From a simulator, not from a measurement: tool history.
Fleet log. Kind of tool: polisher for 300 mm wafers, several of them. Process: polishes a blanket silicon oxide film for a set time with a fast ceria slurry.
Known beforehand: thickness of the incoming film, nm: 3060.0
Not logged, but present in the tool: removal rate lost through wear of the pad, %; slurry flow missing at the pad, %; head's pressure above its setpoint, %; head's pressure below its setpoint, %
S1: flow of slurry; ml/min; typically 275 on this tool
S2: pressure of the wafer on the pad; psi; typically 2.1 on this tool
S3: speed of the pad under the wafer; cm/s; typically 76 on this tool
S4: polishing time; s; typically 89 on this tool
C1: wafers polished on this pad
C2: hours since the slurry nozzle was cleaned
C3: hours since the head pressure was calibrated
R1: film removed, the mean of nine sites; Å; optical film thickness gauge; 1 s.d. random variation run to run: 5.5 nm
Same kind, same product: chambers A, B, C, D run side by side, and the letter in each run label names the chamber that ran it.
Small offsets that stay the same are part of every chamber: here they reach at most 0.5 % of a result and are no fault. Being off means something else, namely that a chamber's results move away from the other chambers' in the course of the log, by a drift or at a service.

run     day   S1   S2  S3  S4    C1     C2     C3      R1
      0.429  -- chamber D: worn pad replaced by a new one
 1B   0.483  275  2.1  76  89  1382  375.1  100.6  8225.7
      0.583  -- chamber A: worn pad replaced by a new one
      1.033  -- chamber D: slurry nozzle cleaned
      1.071  -- chamber B: worn pad replaced by a new one
 2A     1.1  275  2.1  76  89   135  540.9  916.2  8271.8
 3D   1.654  275  2.1  76  89   319   14.9   43.6  8284.5
 4C   2.008  275  2.1  76  89   865  250.6  336.8  8207.5
 5A   2.512  275  2.1  76  89   502  574.8  950.1  8196.4
 6C   3.062  275  2.1  76  89  1139  275.9  362.1  8219.3
      3.233  -- chamber A: worn pad replaced by a new one
 7B   3.375  275  2.1  76  89   599  444.5    170    8305
      3.392  -- chamber D: worn pad replaced by a new one
       3.55  -- chamber C: worn pad replaced by a new one
 8D   3.679  275  2.1  76  89    75   63.5   92.2  8193.9
      4.104  -- chamber A: head pressure recalibrated
      4.138  -- chamber C: head pressure recalibrated
 9C   4.208  275  2.1  76  89   171  303.4    1.7  8166.9
10B   4.633  275  2.1  76  89   927  474.7  200.2  8263.5
11A   5.158  240  2.1  64  89   501  638.3   25.3  7496.7
12D   5.508  240  2.1  64  89   551  107.4  136.1  6783.8
      5.596  -- chamber B: worn pad replaced by a new one
13D    5.95  240  2.1  64  89   666    118  146.7    6784
      6.171  -- chamber D: worn pad replaced by a new one
      6.475  -- chamber A: worn pad replaced by a new one
14B   6.604  240  2.1  64  89   263    522  247.5  6807.5
15A   7.288  275  2.1  76  89   211  689.4   76.4  9013.3
16C   7.846  275  2.1  76  89  1118  390.7     89  8249.4
      8.008  -- chamber C: worn pad replaced by a new one
      8.058  -- chamber A: slurry nozzle cleaned
17C   8.533  275  2.1  84  66   136  407.2  105.5  6696.7
      8.662  -- chamber D: worn pad replaced by a new one
18B    9.15  275  2.1  84  66   925  583.1  308.6  6730.1
19D   9.517  275  2.1  84  66   223  203.6  232.3  6759.4
      9.583  -- chamber A: worn pad replaced by a new one
20A  10.025  275  2.1  84  66   115   47.3  142.1  7313.3
21B  10.617  275  2.1  76  89  1307  618.3  343.8  8244.5
22D  11.071  275  2.1  76  89   627  240.9  269.6  8260.5
23A  11.679  275  2.1  76  89   545     87  181.8  8961.9
24C  12.117  275  2.1  76  89  1068  493.2  191.5  8184.7
     12.467  -- chamber A: worn pad replaced by a new one
25A  12.579  275  2.1  76  89    30  108.6  203.4  8989.3

Does one chamber stand apart from the rest, does the shared gauge drift, or is all well apart from small per-chamber offsets? Give the chamber and the most likely cause, where there is one.

Chamber A has stood off from the others ever since a service on it.
What lies behind it: head's pressure above its setpoint, % = 9.09.

Here are 4 candidates for chamber A's next run, each the usual settings with a change, their results left as question marks. Which one brings its results back in line with what the others give on the usual settings?
To be in line, a result may differ from the other chambers' mean on the usual settings by at most: R1 190 Å
26A-1  13.075  275  2.2  78  91               ?
26A-2  13.075  275  2.1  74  88               ?
26A-3  13.075  275    2  76  85               ?
26A-4  13.075  275  2.1  78  90               ?

Mean of the other chambers on the usual settings: R1 8218.9 Å
  run      R1
26A-1  9823.1
26A-2  8611.5
26A-3  8135.8
26A-4  9276.5
26A-3 puts the chamber back in line with the other chambers.
